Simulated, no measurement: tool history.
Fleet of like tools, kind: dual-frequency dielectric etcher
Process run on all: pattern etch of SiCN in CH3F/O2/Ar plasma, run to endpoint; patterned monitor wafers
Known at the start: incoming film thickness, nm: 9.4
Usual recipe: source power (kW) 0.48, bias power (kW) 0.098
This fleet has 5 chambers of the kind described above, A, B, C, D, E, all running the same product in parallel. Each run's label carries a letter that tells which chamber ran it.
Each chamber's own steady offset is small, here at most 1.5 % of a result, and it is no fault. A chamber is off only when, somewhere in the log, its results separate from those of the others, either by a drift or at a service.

run,day,source power (kW),bias power (kW),hours since the last wet clean,hours since the last source power generator calibration,hours since the last bias power generator calibration,endpoint time (s)
1E,0.412,0.48,0.098,101.9,2252.9,1184.1,20.908
2C,0.933,0.48,0.098,489.6,2113,603.6,20.951
3B,1.475,0.48,0.098,252.3,316.9,802.6,20.873
4D,1.812,0.48,0.098,182.9,1481.5,3342.2,21.333
5A,2.217,0.48,0.098,337.2,2233.5,1444,20.957
# day 2.475: chamber C: wet clean of the chamber
6E,2.712,0.48,0.098,157.1,2308.1,1239.3,21.041
7D,3.154,0.48,0.098,215.1,1513.7,3374.4,21.215
8B,3.708,0.48,0.098,305.9,370.5,856.2,20.852
9C,4.158,0.48,0.098,40.4,2190.4,681,21.004
10A,4.592,0.48,0.098,394.2,2290.5,1501,21.067
11B,5.054,0.48,0.098,338.2,402.8,888.5,20.734
# day 5.117: chamber D: source power generator calibrated
12A,5.696,0.48,0.098,420.7,2317,1527.5,20.943
13E,6.225,0.48,0.098,241.4,2392.4,1323.6,21.012
14C,6.796,0.48,0.098,103.7,2253.7,744.3,21.087
# day 7.329: chamber A: wet clean of the chamber
15D,7.329,0.48,0.098,315.3,53.1,3474.6,21.14
16B,7.696,0.48,0.098,401.6,466.2,951.9,20.892
17C,8.046,0.54,0.098,133.7,2283.7,774.3,20.068
18E,8.408,0.54,0.098,293.8,2444.8,1376,20.104
19D,8.738,0.54,0.098,349.1,86.9,3508.4,20.151
# day 8.838: chamber E: source power generator calibrated
20A,9.292,0.54,0.098,47.1,2403.3,1613.8,20.212
21A,9.954,0.54,0.098,63,2419.2,1629.7,19.939
22C,10.529,0.6,0.109,193.3,2343.3,833.9,18.71
23D,11.204,0.6,0.109,408.3,146.1,3567.6,18.57
# day 11.812: chamber B: wet clean of the chamber
24E,11.871,0.6,0.109,376.9,72.9,1459.1,18.669
25B,12.233,0.6,0.109,10.1,575.1,1060.8,18.487
26C,12.529,0.6,0.109,241.3,2391.3,881.9,18.748
27D,12.838,0.48,0.098,447.5,185.3,3606.8,20.717
28A,13.246,0.48,0.098,142,2498.2,1708.7,20.852
29E,13.608,0.48,0.098,418.6,114.6,1500.8,20.859
30B,14.142,0.48,0.098,55.9,620.9,1106.6,20.963
31C,14.596,0.48,0.098,290.9,2440.9,931.5,20.95
32E,15.125,0.48,0.098,455,151,1537.2,20.793
33A,15.583,0.53,0.12,198.1,2554.3,1764.8,18.866
34D,15.992,0.53,0.12,523.2,261,3682.5,18.384
35B,16.404,0.53,0.12,110.2,675.2,1160.9,18.729
36D,17.021,0.53,0.12,547.9,285.7,3707.2,18.407
37C,17.462,0.53,0.12,359.7,2509.7,1000.3,18.505
38A,17.854,0.48,0.098,252.6,2608.8,1819.3,20.785
39B,18.196,0.48,0.098,153.2,718.2,1203.9,21.001
40E,18.804,0.48,0.098,543.3,239.3,1625.5,21.099
41C,19.162,0.48,0.098,400.5,2550.5,1041.1,20.897
42B,19.55,0.48,0.098,185.7,750.7,1236.4,20.792
43E,19.896,0.48,0.098,569.5,265.5,1651.7,21.054
44A,20.3,0.48,0.098,311.3,2667.5,1878,21.002

Does one chamber stand apart from the rest, does the shared gauge drift, or is all well apart from small per-chamber offsets? Give the chamber and the most likely cause, where there is one.

One chamber, D, drifts off from the rest bit by bit.
Cause: etch rate over this chamber's usual, % = 4.22.

Below are 4 candidate recipes for chamber D's next run, each the usual settings with a change, their results shown as question marks. Which of them brings D's results back in line with what the other chambers give on the usual settings?
To be in line, a result may differ from the other chambers' mean on the usual settings by at most: endpoint time (s) 0.36
45D-1,20.783,0.52,0.105,,,,?
45D-2,20.783,0.48,0.083,,,,?
45D-3,20.783,0.5,0.102,,,,?
45D-4,20.783,0.48,0.091,,,,?

Average result of the remaining chambers running the usual settings: endpoint time (s) 20.935
run,endpoint time (s)
45D-1,19.256
45D-2,21.658
45D-3,19.755
45D-4,20.936
It is 45D-4 that realigns the chamber with its peers.
